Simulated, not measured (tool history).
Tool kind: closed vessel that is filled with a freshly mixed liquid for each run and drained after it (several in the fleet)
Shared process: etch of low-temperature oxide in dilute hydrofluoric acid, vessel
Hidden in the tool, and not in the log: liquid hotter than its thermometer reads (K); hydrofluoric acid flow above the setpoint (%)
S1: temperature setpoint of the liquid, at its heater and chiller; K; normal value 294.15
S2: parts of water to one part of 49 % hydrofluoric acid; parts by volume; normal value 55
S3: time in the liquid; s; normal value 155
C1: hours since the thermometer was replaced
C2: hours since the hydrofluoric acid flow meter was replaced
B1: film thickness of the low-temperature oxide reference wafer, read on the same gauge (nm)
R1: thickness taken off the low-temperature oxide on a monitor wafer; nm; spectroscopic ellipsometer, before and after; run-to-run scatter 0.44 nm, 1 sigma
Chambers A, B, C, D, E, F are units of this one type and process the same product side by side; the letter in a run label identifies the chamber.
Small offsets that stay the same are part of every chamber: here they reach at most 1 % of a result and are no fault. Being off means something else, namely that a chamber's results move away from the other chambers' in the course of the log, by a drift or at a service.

{"run": "1C", "hour": 5.9, "S1": 294.15, "S2": 55, "S3": 155, "C1": 204.0, "C2": 1373.1, "B1": 30.0, "R1": 58.613}
{"run": "2E", "hour": 13.3, "S1": 294.15, "S2": 55, "S3": 155, "C1": 737.5, "C2": 1712.7, "B1": 29.961, "R1": 58.612}
{"run": "3B", "hour": 24.0, "S1": 294.15, "S2": 55, "S3": 155, "C1": 2152.6, "C2": 828.6, "B1": 29.991, "R1": 58.039}
{"run": "4F", "hour": 33.5, "S1": 294.15, "S2": 55, "S3": 155, "C1": 1221.0, "C2": 1252.8, "B1": 30.006, "R1": 58.699}
{"run": "5D", "hour": 40.8, "S1": 294.15, "S2": 55, "S3": 155, "C1": 668.8, "C2": 1664.6, "B1": 30.004, "R1": 58.8}
{"run": "6A", "hour": 47.6, "S1": 294.15, "S2": 55, "S3": 155, "C1": 1046.4, "C2": 1128.8, "B1": 29.995, "R1": 59.74}
{"run": "7A", "hour": 58.9, "S1": 294.15, "S2": 55, "S3": 155, "C1": 1057.7, "C2": 1140.1, "B1": 30.008, "R1": 60.046}
{"run": "8C", "hour": 65.4, "S1": 294.15, "S2": 55, "S3": 155, "C1": 263.5, "C2": 1432.6, "B1": 29.982, "R1": 57.906}
{"run": "9B", "hour": 77.0, "S1": 294.15, "S2": 55, "S3": 155, "C1": 2205.6, "C2": 881.6, "B1": 29.988, "R1": 59.716}
{"run": "10F", "hour": 84.6, "S1": 294.15, "S2": 55, "S3": 155, "C1": 1272.1, "C2": 1303.9, "B1": 29.981, "R1": 58.348}
{"hour": 95.6, "done": "chamber A: thermometer replaced"}
{"run": "11D", "hour": 96.5, "S1": 292.15, "S2": 55, "S3": 70, "C1": 724.5, "C2": 1720.3, "B1": 29.985, "R1": 25.047}
{"run": "12E", "hour": 103.6, "S1": 292.15, "S2": 55, "S3": 70, "C1": 827.8, "C2": 1803.0, "B1": 29.997, "R1": 24.204}
{"hour": 104.4, "done": "chamber B: thermometer replaced"}
{"run": "13E", "hour": 109.4, "S1": 292.15, "S2": 55, "S3": 70, "C1": 833.6, "C2": 1808.8, "B1": 30.003, "R1": 24.292}
{"run": "14D", "hour": 116.3, "S1": 292.15, "S2": 55, "S3": 70, "C1": 744.3, "C2": 1740.1, "B1": 29.986, "R1": 24.632}
{"run": "15A", "hour": 122.2, "S1": 292.15, "S2": 55, "S3": 70, "C1": 26.7, "C2": 1203.4, "B1": 29.983, "R1": 24.379}
{"run": "16C", "hour": 129.9, "S1": 292.15, "S2": 55, "S3": 70, "C1": 328.0, "C2": 1497.1, "B1": 30.006, "R1": 24.317}
{"hour": 131.0, "done": "chamber C: hydrofluoric acid flow meter replaced"}
{"run": "17B", "hour": 140.7, "S1": 294.15, "S2": 55, "S3": 155, "C1": 36.3, "C2": 945.3, "B1": 30.012, "R1": 58.684}
{"run": "18F", "hour": 150.7, "S1": 294.15, "S2": 55, "S3": 155, "C1": 1338.2, "C2": 1370.0, "B1": 30.011, "R1": 58.076}
{"run": "19E", "hour": 162.0, "S1": 294.15, "S2": 55, "S3": 155, "C1": 886.2, "C2": 1861.4, "B1": 30.01, "R1": 58.507}
{"run": "20D", "hour": 173.6, "S1": 294.15, "S2": 55, "S3": 155, "C1": 801.6, "C2": 1797.4, "B1": 30.0, "R1": 61.087}
{"run": "21B", "hour": 182.1, "S1": 294.15, "S2": 55, "S3": 155, "C1": 77.7, "C2": 986.7, "B1": 30.024, "R1": 58.69}
{"run": "22A", "hour": 189.1, "S1": 294.15, "S2": 55, "S3": 155, "C1": 93.6, "C2": 1270.3, "B1": 30.018, "R1": 59.794}
{"run": "23C", "hour": 200.5, "S1": 294.15, "S2": 55, "S3": 155, "C1": 398.6, "C2": 69.5, "B1": 29.971, "R1": 58.417}
{"run": "24F", "hour": 210.0, "S1": 294.15, "S2": 55, "S3": 250, "C1": 1397.5, "C2": 1429.3, "B1": 30.017, "R1": 94.554}
{"run": "25E", "hour": 221.3, "S1": 294.15, "S2": 55, "S3": 250, "C1": 945.5, "C2": 1920.7, "B1": 30.035, "R1": 94.543}
{"run": "26F", "hour": 226.6, "S1": 294.15, "S2": 55, "S3": 250, "C1": 1414.1, "C2": 1445.9, "B1": 30.013, "R1": 94.574}
{"run": "27C", "hour": 234.4, "S1": 294.15, "S2": 55, "S3": 250, "C1": 432.5, "C2": 103.4, "B1": 29.996, "R1": 94.903}
{"run": "28D", "hour": 243.3, "S1": 294.15, "S2": 55, "S3": 250, "C1": 871.3, "C2": 1867.1, "B1": 29.993, "R1": 98.442}
{"run": "29A", "hour": 254.6, "S1": 294.15, "S2": 55, "S3": 250, "C1": 159.1, "C2": 1335.8, "B1": 30.006, "R1": 97.111}
{"run": "30B", "hour": 262.0, "S1": 294.15, "S2": 55, "S3": 155, "C1": 157.6, "C2": 1066.6, "B1": 29.984, "R1": 59.248}
{"run": "31B", "hour": 268.1, "S1": 294.15, "S2": 55, "S3": 155, "C1": 163.7, "C2": 1072.7, "B1": 30.004, "R1": 59.089}
{"run": "32F", "hour": 280.0, "S1": 294.15, "S2": 35, "S3": 155, "C1": 1467.5, "C2": 1499.3, "B1": 29.983, "R1": 94.716}
{"hour": 286.7, "done": "chamber A: hydrofluoric acid flow meter replaced"}
{"run": "33D", "hour": 290.5, "S1": 294.15, "S2": 35, "S3": 155, "C1": 918.5, "C2": 1914.3, "B1": 30.019, "R1": 99.256}
{"run": "34E", "hour": 297.7, "S1": 294.15, "S2": 35, "S3": 155, "C1": 1021.9, "C2": 1997.1, "B1": 30.005, "R1": 93.463}
{"run": "35A", "hour": 309.7, "S1": 294.15, "S2": 35, "S3": 155, "C1": 214.2, "C2": 23.0, "B1": 30.009, "R1": 97.187}
{"hour": 311.8, "done": "chamber E: thermometer replaced"}
{"run": "36C", "hour": 319.3, "S1": 294.15, "S2": 35, "S3": 155, "C1": 517.4, "C2": 188.3, "B1": 30.007, "R1": 95.38}
{"run": "37B", "hour": 330.9, "S1": 294.15, "S2": 35, "S3": 155, "C1": 226.5, "C2": 1135.5, "B1": 29.987, "R1": 94.643}
{"hour": 337.3, "done": "chamber E: hydrofluoric acid flow meter replaced"}
{"run": "38E", "hour": 341.9, "S1": 294.15, "S2": 55, "S3": 155, "C1": 30.2, "C2": 4.6, "B1": 29.986, "R1": 58.19}

Which is it: a chamber that has drifted or been left off by a service, a gauge drift common to all chambers, or only each chamber's usual small offset? If a chamber is off, name it and its likeliest cause.

It is chamber D that slowly wanders off from its peers.
Cause: hydrofluoric acid flow above the setpoint (%) = 6.36.
With only this log, it may be confused with: liquid hotter than its thermometer reads (K).

Here are 4 candidates for chamber D's next run, each the usual settings with a change, their results left as question marks. Which one brings its results back in line with what the others give on the usual settings?
To be in line, a result may differ from the other chambers' mean on the usual settings by at most: R1 1.500 nm
{"run": "39D-1", "hour": 350.5, "S1": 294.15, "S2": 55, "S3": 165, "R1": "?"}
{"run": "39D-2", "hour": 350.5, "S1": 293.65, "S2": 55, "S3": 155, "R1": "?"}
{"run": "39D-3", "hour": 350.5, "S1": 294.15, "S2": 55, "S3": 145, "R1": "?"}
{"run": "39D-4", "hour": 350.5, "S1": 294.15, "S2": 55, "S3": 160, "R1": "?"}

Mean of the other chambers on the usual settings: R1 58.786 nm
run=39D-1 R1=67.206
run=39D-2 R1=61.816
run=39D-3 R1=59.060
run=39D-4 R1=65.169
Change 39D-3 lands the chamber within the allowed miss of the other chambers.
